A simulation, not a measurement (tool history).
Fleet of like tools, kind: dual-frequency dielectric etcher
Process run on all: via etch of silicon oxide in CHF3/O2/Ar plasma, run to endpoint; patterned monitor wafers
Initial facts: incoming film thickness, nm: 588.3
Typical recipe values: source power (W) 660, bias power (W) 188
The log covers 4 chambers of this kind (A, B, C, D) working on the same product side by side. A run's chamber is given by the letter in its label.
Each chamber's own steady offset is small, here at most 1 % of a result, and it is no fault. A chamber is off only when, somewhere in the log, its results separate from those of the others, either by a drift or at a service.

run	hour	source power (W)	bias power (W)	endpoint time (s)
1D	9.5	660	188	282.00
2A	21.1	660	188	281.90
3B	27.2	660	188	281.97
4C	35.2	660	188	281.74
5A	47.2	660	188	284.02
6C	59.3	540	233	280.18
7D	65.0	540	233	285.98
8B	77.1	540	233	280.27
9A	87.2	540	233	281.80
10D	94.6	660	188	287.15
# hour 99.7: chamber D: wet clean of the chamber
# hour 100.0: chamber B: wet clean of the chamber
11B	101.9	790	203	255.47
12C	109.8	790	203	255.04
13A	116.3	790	203	256.97
# hour 121.4: chamber C: wet clean of the chamber
14C	125.9	790	203	256.09
15D	133.2	660	188	285.88
16B	143.4	660	188	278.05
17C	155.2	660	188	282.00
# hour 156.6: chamber A: wet clean of the chamber
18B	164.3	660	188	279.34
19A	172.5	660	188	273.77
20D	184.4	660	230	264.18
21C	192.7	660	230	262.52
22D	200.7	660	230	265.74
23A	209.0	660	230	256.49
24B	219.3	540	209	289.84
25B	230.8	540	209	292.79
26C	241.5	540	209	290.50
27A	249.7	540	209	283.60
28D	260.1	660	188	282.53
29C	267.8	660	188	278.63
30B	273.8	660	188	278.63
31D	282.0	660	188	283.78
32A	287.8	660	188	273.33
33A	294.1	660	188	274.06
# hour 295.5: chamber B: source power generator calibrated
34C	301.8	660	188	283.71
35D	312.4	660	188	285.43
36B	319.9	660	188	279.41
37B	329.5	590	173	301.72
38C	334.9	590	173	299.44
39D	344.5	590	173	303.57
40A	350.0	590	173	293.33
41A	355.6	660	188	272.59
42D	362.1	660	188	285.86
43C	371.9	660	188	278.85

All chambers now run identical settings, listed one chamber a line with results as question marks. What results will each chamber show?
44A	380.7	660	188	?
44B	380.7	660	188	?
44C	380.7	660	188	?
44D	380.7	660	188	?

run	endpoint time (s)
44A	274.61
44B	279.84
44C	282.35
44D	283.67
